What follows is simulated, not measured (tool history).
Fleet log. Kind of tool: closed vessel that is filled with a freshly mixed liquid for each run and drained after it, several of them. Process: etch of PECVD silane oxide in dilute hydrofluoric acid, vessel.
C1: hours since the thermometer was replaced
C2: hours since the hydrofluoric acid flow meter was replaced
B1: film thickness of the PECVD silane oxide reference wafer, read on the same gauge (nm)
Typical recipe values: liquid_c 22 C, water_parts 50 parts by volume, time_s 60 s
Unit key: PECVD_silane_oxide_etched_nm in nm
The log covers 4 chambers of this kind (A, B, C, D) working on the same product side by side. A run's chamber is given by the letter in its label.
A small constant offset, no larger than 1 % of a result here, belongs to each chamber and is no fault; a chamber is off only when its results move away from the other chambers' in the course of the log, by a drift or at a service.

Run 1B, hour 7.5: usual settings; C1 846.5; C2 2023.4; B1 29.983. Result: PECVD_silane_oxide_etched_nm 51.295 nm.
Run 2D, hour 14.7: usual settings; C1 2521.3; C2 274.9; B1 30.027. Result: PECVD_silane_oxide_etched_nm 52.659 nm.
Run 3A, hour 23.7: usual settings; C1 1635.1; C2 109.6; B1 30.015. Result: PECVD_silane_oxide_etched_nm 51.61 nm.
Run 4C, hour 35.7: usual settings; C1 1485.3; C2 141.7; B1 30.016. Result: PECVD_silane_oxide_etched_nm 51.96 nm.
Run 5A, hour 51.2: usual settings; C1 1662.6; C2 137.1; B1 30.015. Result: PECVD_silane_oxide_etched_nm 51.684 nm.
Run 6B, hour 66.6: usual settings; C1 905.6; C2 2082.5; B1 29.977. Result: PECVD_silane_oxide_etched_nm 51.882 nm.
Run 7C, hour 79: usual settings; C1 1528.6; C2 185; B1 30.004. Result: PECVD_silane_oxide_etched_nm 51.494 nm.
Run 8D, hour 95.1: usual settings; C1 2601.7; C2 355.3; B1 29.989. Result: PECVD_silane_oxide_etched_nm 52.076 nm.
Run 9C, hour 107.6: usual settings; C1 1557.2; C2 213.6; B1 29.998. Result: PECVD_silane_oxide_etched_nm 51.59 nm.
Run 10D, hour 119.4: usual settings; C1 2626; C2 379.6; B1 29.999. Result: PECVD_silane_oxide_etched_nm 52.672 nm.
Run 11B, hour 128.5: usual settings; C1 967.5; C2 2144.4; B1 29.982. Result: PECVD_silane_oxide_etched_nm 50.781 nm.
At hour 130.9: chamber B: hydrofluoric acid flow meter replaced.
Run 12A, hour 140.5: usual settings; C1 1751.9; C2 226.4; B1 29.989. Result: PECVD_silane_oxide_etched_nm 51.412 nm.
Run 13D, hour 155: usual settings; C1 2661.6; C2 415.2; B1 29.987. Result: PECVD_silane_oxide_etched_nm 52.649 nm.
Run 14A, hour 166.8: usual settings but water_parts 40 parts by volume; C1 1778.2; C2 252.7; B1 30.053. Result: PECVD_silane_oxide_etched_nm 67.035 nm.
Run 15B, hour 178.7: usual settings but water_parts 40 parts by volume; C1 1017.7; C2 47.9; B1 29.989. Result: PECVD_silane_oxide_etched_nm 65.681 nm.
Run 16C, hour 190.6: usual settings but water_parts 40 parts by volume; C1 1640.2; C2 296.6; B1 30.014. Result: PECVD_silane_oxide_etched_nm 66.137 nm.
Run 17B, hour 203.4: usual settings but water_parts 40 parts by volume; C1 1042.4; C2 72.6; B1 30.006. Result: PECVD_silane_oxide_etched_nm 65.258 nm.
At hour 215.4: chamber D: thermometer replaced.
Run 18A, hour 219.5: usual settings; C1 1830.9; C2 305.4; B1 30.021. Result: PECVD_silane_oxide_etched_nm 51.586 nm.
Run 19C, hour 229: usual settings; C1 1678.6; C2 335; B1 30.021. Result: PECVD_silane_oxide_etched_nm 52.206 nm.
Run 20D, hour 240.5: usual settings; C1 25.1; C2 500.7; B1 30.037. Result: PECVD_silane_oxide_etched_nm 53.119 nm.
Run 21C, hour 248.4: usual settings; C1 1698; C2 354.4; B1 30.024. Result: PECVD_silane_oxide_etched_nm 51.595 nm.
Run 22D, hour 260.2: usual settings; C1 44.8; C2 520.4; B1 29.975. Result: PECVD_silane_oxide_etched_nm 53.108 nm.
Run 23B, hour 273: usual settings but water_parts 30 parts by volume; C1 1112; C2 142.2; B1 29.998. Result: PECVD_silane_oxide_etched_nm 87.931 nm.
Run 24A, hour 282.1: usual settings but water_parts 30 parts by volume; C1 1893.5; C2 368; B1 30.032. Result: PECVD_silane_oxide_etched_nm 89.58 nm.
At hour 285.4: chamber A: thermometer replaced.
Run 25D, hour 294.5: usual settings but water_parts 30 parts by volume; C1 79.1; C2 554.7; B1 29.984. Result: PECVD_silane_oxide_etched_nm 91.934 nm.
At hour 298: chamber C: hydrofluoric acid flow meter replaced.
Run 26C, hour 309.4: usual settings but water_parts 30 parts by volume; C1 1759; C2 11.4; B1 30.021. Result: PECVD_silane_oxide_etched_nm 89.527 nm.
Run 27B, hour 323.2: usual settings but water_parts 65 parts by volume; C1 1162.2; C2 192.4; B1 29.979. Result: PECVD_silane_oxide_etched_nm 38.455 nm.
Run 28A, hour 338.8: usual settings but water_parts 65 parts by volume; C1 53.4; C2 424.7; B1 29.985. Result: PECVD_silane_oxide_etched_nm 39.113 nm.
Run 29D, hour 347.9: usual settings but water_parts 65 parts by volume; C1 132.5; C2 608.1; B1 29.996. Result: PECVD_silane_oxide_etched_nm 41.421 nm.
Run 30C, hour 364: usual settings but water_parts 65 parts by volume; C1 1813.6; C2 66; B1 30.015. Result: PECVD_silane_oxide_etched_nm 38.981 nm.
Run 31B, hour 375.9: usual settings; C1 1214.9; C2 245.1; B1 30.001. Result: PECVD_silane_oxide_etched_nm 52.401 nm.
Run 32A, hour 383.7: usual settings; C1 98.3; C2 469.6; B1 30.047. Result: PECVD_silane_oxide_etched_nm 51.887 nm.
Run 33D, hour 395.4: usual settings; C1 180; C2 655.6; B1 30.025. Result: PECVD_silane_oxide_etched_nm 54.635 nm.
Run 34C, hour 411.5: usual settings; C1 1861.1; C2 113.5; B1 30.007. Result: PECVD_silane_oxide_etched_nm 51.569 nm.
Run 35B, hour 423.4: usual settings; C1 1262.4; C2 292.6; B1 29.988. Result: PECVD_silane_oxide_etched_nm 52.101 nm.
Run 36A, hour 431.1: usual settings; C1 145.7; C2 517; B1 30.02. Result: PECVD_silane_oxide_etched_nm 52.316 nm.
Run 37A, hour 441.4: usual settings but water_parts 70 parts by volume, time_s 90 s; C1 156; C2 527.3; B1 29.987. Result: PECVD_silane_oxide_etched_nm 54.535 nm.
Run 38C, hour 455.6: usual settings but water_parts 70 parts by volume, time_s 90 s; C1 1905.2; C2 157.6; B1 29.976. Result: PECVD_silane_oxide_etched_nm 53.789 nm.
Run 39B, hour 466.6: usual settings but water_parts 70 parts by volume, time_s 90 s; C1 1305.6; C2 335.8; B1 29.973. Result: PECVD_silane_oxide_etched_nm 53.686 nm.
Run 40D, hour 480.1: usual settings but water_parts 70 parts by volume, time_s 90 s; C1 264.7; C2 740.3; B1 29.991. Result: PECVD_silane_oxide_etched_nm 59.95 nm.

Does one chamber stand apart from the rest, does the shared gauge drift, or is all well apart from small per-chamber offsets? Give the chamber and the most likely cause, where there is one.

Little by little, chamber D moves away from the other chambers.
Cause: hydrofluoric acid flow above the setpoint (%) = 8.3.

Below are 4 candidate recipes for chamber D's next run, each the usual settings with a change, their results shown as question marks. Which of them brings D's results back in line with what the other chambers give on the usual settings?
In-line tolerance around the mean of the other chambers on the usual settings: PECVD_silane_oxide_etched_nm 1.6 nm
Run 41D-1, hour 491.8: usual settings but liquid_c 25.5 C. Result: PECVD_silane_oxide_etched_nm ?.
Run 41D-2, hour 491.8: usual settings but time_s 55 s. Result: PECVD_silane_oxide_etched_nm ?.
Run 41D-3, hour 491.8: usual settings but liquid_c 18.5 C. Result: PECVD_silane_oxide_etched_nm ?.
Run 41D-4, hour 491.8: usual settings but liquid_c 22.5 C, time_s 65 s. Result: PECVD_silane_oxide_etched_nm ?.

Other chambers, usual settings, mean: PECVD_silane_oxide_etched_nm 51.844 nm
  run  PECVD_silane_oxide_etched_nm
41D-1                        66.049
41D-2                        52.278
41D-3                        49.041
41D-4                        63.116
It is 41D-2 that realigns the chamber with its peers.

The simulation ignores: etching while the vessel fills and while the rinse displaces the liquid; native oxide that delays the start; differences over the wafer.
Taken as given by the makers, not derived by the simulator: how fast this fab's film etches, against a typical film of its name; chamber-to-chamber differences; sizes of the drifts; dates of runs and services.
